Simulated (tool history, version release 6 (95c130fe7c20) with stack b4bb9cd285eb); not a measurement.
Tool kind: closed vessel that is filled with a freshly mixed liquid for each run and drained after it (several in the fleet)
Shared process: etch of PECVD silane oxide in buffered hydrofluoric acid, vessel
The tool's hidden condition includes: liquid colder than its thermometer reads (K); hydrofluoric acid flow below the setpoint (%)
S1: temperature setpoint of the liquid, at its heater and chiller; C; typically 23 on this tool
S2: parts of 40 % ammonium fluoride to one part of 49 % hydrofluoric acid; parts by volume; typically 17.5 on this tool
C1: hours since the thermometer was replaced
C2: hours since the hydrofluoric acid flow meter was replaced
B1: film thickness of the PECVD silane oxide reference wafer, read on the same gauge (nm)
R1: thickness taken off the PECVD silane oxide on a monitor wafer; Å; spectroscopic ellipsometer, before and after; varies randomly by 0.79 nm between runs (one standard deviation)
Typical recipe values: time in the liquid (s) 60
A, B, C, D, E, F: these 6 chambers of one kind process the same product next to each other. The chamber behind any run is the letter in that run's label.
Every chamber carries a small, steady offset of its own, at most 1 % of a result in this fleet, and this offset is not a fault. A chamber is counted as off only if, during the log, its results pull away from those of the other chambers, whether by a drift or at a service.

{"run": "1E", "day": 0.25, "S1": 23, "S2": 17.5, "time in the liquid (s)": 60, "C1": 958.8, "C2": 1077.6, "B1": 130.0, "R1": 994.86}
{"run": "2C", "day": 0.492, "S1": 23, "S2": 17.5, "time in the liquid (s)": 60, "C1": 1009.8, "C2": 293.3, "B1": 130.01, "R1": 990.81}
{"run": "3B", "day": 0.754, "S1": 23, "S2": 17.5, "time in the liquid (s)": 60, "C1": 206.6, "C2": 1061.6, "B1": 129.99, "R1": 969.71}
{"run": "4F", "day": 0.988, "S1": 23, "S2": 17.5, "time in the liquid (s)": 60, "C1": 1350.7, "C2": 374.6, "B1": 130.0, "R1": 985.08}
{"run": "5A", "day": 1.2, "S1": 23, "S2": 11.0, "time in the liquid (s)": 90, "C1": 414.9, "C2": 1184.6, "B1": 130.03, "R1": 2314.1}
{"run": "6D", "day": 1.417, "S1": 23, "S2": 11.0, "time in the liquid (s)": 90, "C1": 638.9, "C2": 643.0, "B1": 130.0, "R1": 2317.6}
{"run": "7D", "day": 1.588, "S1": 23, "S2": 11.0, "time in the liquid (s)": 90, "C1": 643.0, "C2": 647.1, "B1": 129.97, "R1": 2322.9}
{"run": "8B", "day": 1.833, "S1": 23, "S2": 11.0, "time in the liquid (s)": 90, "C1": 232.5, "C2": 1087.5, "B1": 130.0, "R1": 2303.9}
{"day": 2.046, "done": "chamber E: hydrofluoric acid flow meter replaced"}
{"run": "9E", "day": 2.088, "S1": 23, "S2": 11.0, "time in the liquid (s)": 90, "C1": 1002.9, "C2": 1.0, "B1": 130.01, "R1": 2301.3}
{"run": "10A", "day": 2.229, "S1": 23, "S2": 11.0, "time in the liquid (s)": 90, "C1": 439.6, "C2": 1209.3, "B1": 129.98, "R1": 2324.0}
{"day": 2.35, "done": "chamber E: thermometer replaced"}
{"run": "11C", "day": 2.475, "S1": 23, "S2": 17.5, "time in the liquid (s)": 60, "C1": 1057.4, "C2": 340.9, "B1": 130.0, "R1": 966.93}
{"run": "12F", "day": 2.65, "S1": 23, "S2": 17.5, "time in the liquid (s)": 60, "C1": 1390.6, "C2": 414.5, "B1": 130.0, "R1": 986.59}
{"run": "13B", "day": 2.888, "S1": 23, "S2": 17.5, "time in the liquid (s)": 60, "C1": 257.8, "C2": 1112.8, "B1": 129.99, "R1": 973.85}
{"run": "14A", "day": 3.05, "S1": 23, "S2": 17.5, "time in the liquid (s)": 60, "C1": 459.3, "C2": 1229.0, "B1": 129.98, "R1": 971.5}
{"run": "15F", "day": 3.188, "S1": 23, "S2": 17.5, "time in the liquid (s)": 60, "C1": 1403.5, "C2": 427.4, "B1": 130.0, "R1": 990.12}
{"run": "16D", "day": 3.417, "S1": 23, "S2": 17.5, "time in the liquid (s)": 60, "C1": 686.9, "C2": 691.0, "B1": 130.01, "R1": 980.48}
{"run": "17E", "day": 3.575, "S1": 26, "S2": 17.5, "time in the liquid (s)": 60, "C1": 29.5, "C2": 36.7, "B1": 130.01, "R1": 1151.5}
{"run": "18C", "day": 3.804, "S1": 26, "S2": 17.5, "time in the liquid (s)": 60, "C1": 1089.3, "C2": 372.8, "B1": 130.01, "R1": 1142.9}
{"run": "19F", "day": 3.954, "S1": 26, "S2": 17.5, "time in the liquid (s)": 60, "C1": 1421.9, "C2": 445.8, "B1": 130.0, "R1": 1171.4}
{"run": "20B", "day": 4.083, "S1": 26, "S2": 17.5, "time in the liquid (s)": 60, "C1": 286.5, "C2": 1141.5, "B1": 129.98, "R1": 1126.5}
{"run": "21E", "day": 4.296, "S1": 26, "S2": 17.5, "time in the liquid (s)": 60, "C1": 46.8, "C2": 54.0, "B1": 130.0, "R1": 1142.3}
{"run": "22D", "day": 4.417, "S1": 26, "S2": 17.5, "time in the liquid (s)": 60, "C1": 710.9, "C2": 715.0, "B1": 129.99, "R1": 1152.1}
{"run": "23A", "day": 4.629, "S1": 23, "S2": 17.5, "time in the liquid (s)": 60, "C1": 497.2, "C2": 1266.9, "B1": 129.99, "R1": 996.88}
{"run": "24C", "day": 4.792, "S1": 23, "S2": 17.5, "time in the liquid (s)": 60, "C1": 1113.0, "C2": 396.5, "B1": 129.99, "R1": 977.39}
{"run": "25B", "day": 4.912, "S1": 23, "S2": 17.5, "time in the liquid (s)": 85, "C1": 306.4, "C2": 1161.4, "B1": 129.98, "R1": 1330.8}
{"run": "26A", "day": 5.133, "S1": 23, "S2": 17.5, "time in the liquid (s)": 85, "C1": 509.3, "C2": 1279.0, "B1": 130.0, "R1": 1368.8}
{"run": "27F", "day": 5.396, "S1": 23, "S2": 17.5, "time in the liquid (s)": 85, "C1": 1456.5, "C2": 480.4, "B1": 130.0, "R1": 1412.4}
{"run": "28D", "day": 5.517, "S1": 23, "S2": 17.5, "time in the liquid (s)": 85, "C1": 737.3, "C2": 741.4, "B1": 129.98, "R1": 1382.8}
{"run": "29E", "day": 5.683, "S1": 23, "S2": 17.5, "time in the liquid (s)": 85, "C1": 80.1, "C2": 87.3, "B1": 130.01, "R1": 1385.0}
{"run": "30C", "day": 5.888, "S1": 23, "S2": 17.5, "time in the liquid (s)": 85, "C1": 1139.3, "C2": 422.8, "B1": 130.01, "R1": 1384.6}
{"run": "31E", "day": 6.088, "S1": 23, "S2": 17.5, "time in the liquid (s)": 60, "C1": 89.8, "C2": 97.0, "B1": 129.99, "R1": 986.6}
{"run": "32A", "day": 6.221, "S1": 23, "S2": 17.5, "time in the liquid (s)": 60, "C1": 535.4, "C2": 1305.1, "B1": 129.99, "R1": 981.81}
{"run": "33C", "day": 6.396, "S1": 23, "S2": 17.5, "time in the liquid (s)": 60, "C1": 1151.5, "C2": 435.0, "B1": 130.0, "R1": 964.19}
{"run": "34D", "day": 6.588, "S1": 23, "S2": 17.5, "time in the liquid (s)": 60, "C1": 763.0, "C2": 767.1, "B1": 129.99, "R1": 973.33}
{"run": "35F", "day": 6.75, "S1": 23, "S2": 17.5, "time in the liquid (s)": 60, "C1": 1489.0, "C2": 512.9, "B1": 130.01, "R1": 984.46}
{"run": "36B", "day": 7.017, "S1": 23, "S2": 17.5, "time in the liquid (s)": 60, "C1": 356.9, "C2": 1211.9, "B1": 130.03, "R1": 893.71}
{"run": "37D", "day": 7.142, "S1": 23, "S2": 17.5, "time in the liquid (s)": 60, "C1": 776.3, "C2": 780.4, "B1": 130.0, "R1": 967.34}
{"run": "38B", "day": 7.3, "S1": 23, "S2": 17.5, "time in the liquid (s)": 90, "C1": 363.7, "C2": 1218.7, "B1": 130.0, "R1": 1342.4}
{"run": "39E", "day": 7.462, "S1": 23, "S2": 17.5, "time in the liquid (s)": 90, "C1": 122.8, "C2": 130.0, "B1": 130.01, "R1": 1462.8}
{"run": "40C", "day": 7.729, "S1": 23, "S2": 17.5, "time in the liquid (s)": 90, "C1": 1183.5, "C2": 467.0, "B1": 130.0, "R1": 1450.2}
{"run": "41F", "day": 7.933, "S1": 23, "S2": 17.5, "time in the liquid (s)": 90, "C1": 1517.4, "C2": 541.3, "B1": 130.0, "R1": 1477.5}
{"run": "42A", "day": 8.104, "S1": 23, "S2": 17.5, "time in the liquid (s)": 90, "C1": 580.6, "C2": 1350.3, "B1": 130.01, "R1": 1479.9}

All 6 chambers run these settings next. Forecast each chamber's results:
{"run": "43A", "day": 8.308, "S1": 23, "S2": 17.5, "time in the liquid (s)": 60, "R1": "?"}
{"run": "43B", "day": 8.308, "S1": 23, "S2": 17.5, "time in the liquid (s)": 60, "R1": "?"}
{"run": "43C", "day": 8.308, "S1": 23, "S2": 17.5, "time in the liquid (s)": 60, "R1": "?"}
{"run": "43D", "day": 8.308, "S1": 23, "S2": 17.5, "time in the liquid (s)": 60, "R1": "?"}
{"run": "43E", "day": 8.308, "S1": 23, "S2": 17.5, "time in the liquid (s)": 60, "R1": "?"}
{"run": "43F", "day": 8.308, "S1": 23, "S2": 17.5, "time in the liquid (s)": 60, "R1": "?"}

run=43A R1=991.50
run=43B R1=866.98
run=43C R1=977.90
run=43D R1=970.07
run=43E R1=1008.80
run=43F R1=983.87
